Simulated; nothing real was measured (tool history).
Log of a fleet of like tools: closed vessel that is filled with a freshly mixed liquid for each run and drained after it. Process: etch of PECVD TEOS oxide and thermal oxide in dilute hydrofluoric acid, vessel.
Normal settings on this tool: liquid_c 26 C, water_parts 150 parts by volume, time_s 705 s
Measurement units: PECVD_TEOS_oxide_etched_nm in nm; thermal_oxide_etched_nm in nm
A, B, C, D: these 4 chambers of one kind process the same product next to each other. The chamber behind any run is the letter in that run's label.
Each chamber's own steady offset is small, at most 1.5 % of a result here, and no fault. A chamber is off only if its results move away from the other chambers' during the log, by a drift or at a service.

run,day,liquid_c,water_parts,time_s,hours since the thermometer was replaced,hours since the hydrofluoric acid flow meter was replaced,"read-back film thickness of the PECVD TEOS oxide reference wafer, read on the same gauge (nm)","read-back film thickness of the thermal oxide reference wafer, read on the same gauge (nm)",PECVD_TEOS_oxide_etched_nm,thermal_oxide_etched_nm
1D,0.146,26,150,705,1028,1178.7,60.02,40.01,56.654,23.884
2C,0.233,26,150,705,1760,903.9,60.03,40.037,57.854,23.459
3B,0.342,26,150,705,379.8,690.5,59.982,39.978,56.154,23.68
4A,0.442,26,150,705,400,265.1,60.003,40.021,55.592,23.593
5C,0.608,26,150,705,1769,912.9,59.969,40.018,57.739,23.454
6B,0.792,26,150,705,390.6,701.3,59.987,40.008,56.423,23.715
7D,0.921,26,150,705,1046.6,1197.3,59.997,39.946,57.555,24.19
8A,1.05,26,150,705,414.6,279.7,59.992,40.007,56.58,23.758
9D,1.221,26,150,705,1053.8,1204.5,59.982,40.01,58.479,24.659
10A,1.329,26,185,705,421.3,286.4,59.978,39.984,43.632,18.528
11B,1.471,26,185,705,406.9,717.6,60.013,40.025,44.165,18.396
# day 1.554: chamber C: thermometer replaced
12C,1.575,26,185,705,0.6,936.1,59.957,39.994,45.19,18.423
13C,1.696,26,185,705,3.5,939,60.003,39.971,44.942,18.484
14D,1.842,26,210,485,1068.7,1219.4,60.015,40.014,27.181,11.379
15A,1.958,26,210,485,436.4,301.5,60.006,40.053,25.889,10.841
16B,2.038,26,210,485,420.5,731.2,60.007,40.046,25.927,10.721
17D,2.167,26,210,485,1076.5,1227.2,60.009,39.963,27.38,11.482
18A,2.25,26,150,705,443.4,308.5,60.005,39.982,56.49,23.667
19C,2.375,26,150,705,19.8,955.3,60.007,40,57.339,23.792
20B,2.467,26,150,705,430.8,741.5,60.006,40.003,56.974,23.569
21C,2.55,26,150,705,24,959.5,59.985,39.987,57.787,23.516
22D,2.729,26,150,705,1090,1240.7,60.013,40.03,60.707,25.35
23A,2.862,26,150,705,458.1,323.2,60.004,39.996,56.592,23.379
24B,3.033,26,150,705,444.4,755.1,59.973,39.992,56.771,23.921

The same settings go to every chamber for the next run, one line per chamber below. Forecast the results for each:
25A,3.162,26,75,705,,,,,?,?
25B,3.162,26,75,705,,,,,?,?
25C,3.162,26,75,705,,,,,?,?
25D,3.162,26,75,705,,,,,?,?

run,PECVD_TEOS_oxide_etched_nm,thermal_oxide_etched_nm
25A,125.21,52.248
25B,121.01,51.199
25C,124.01,51.349
25D,134.02,56.46
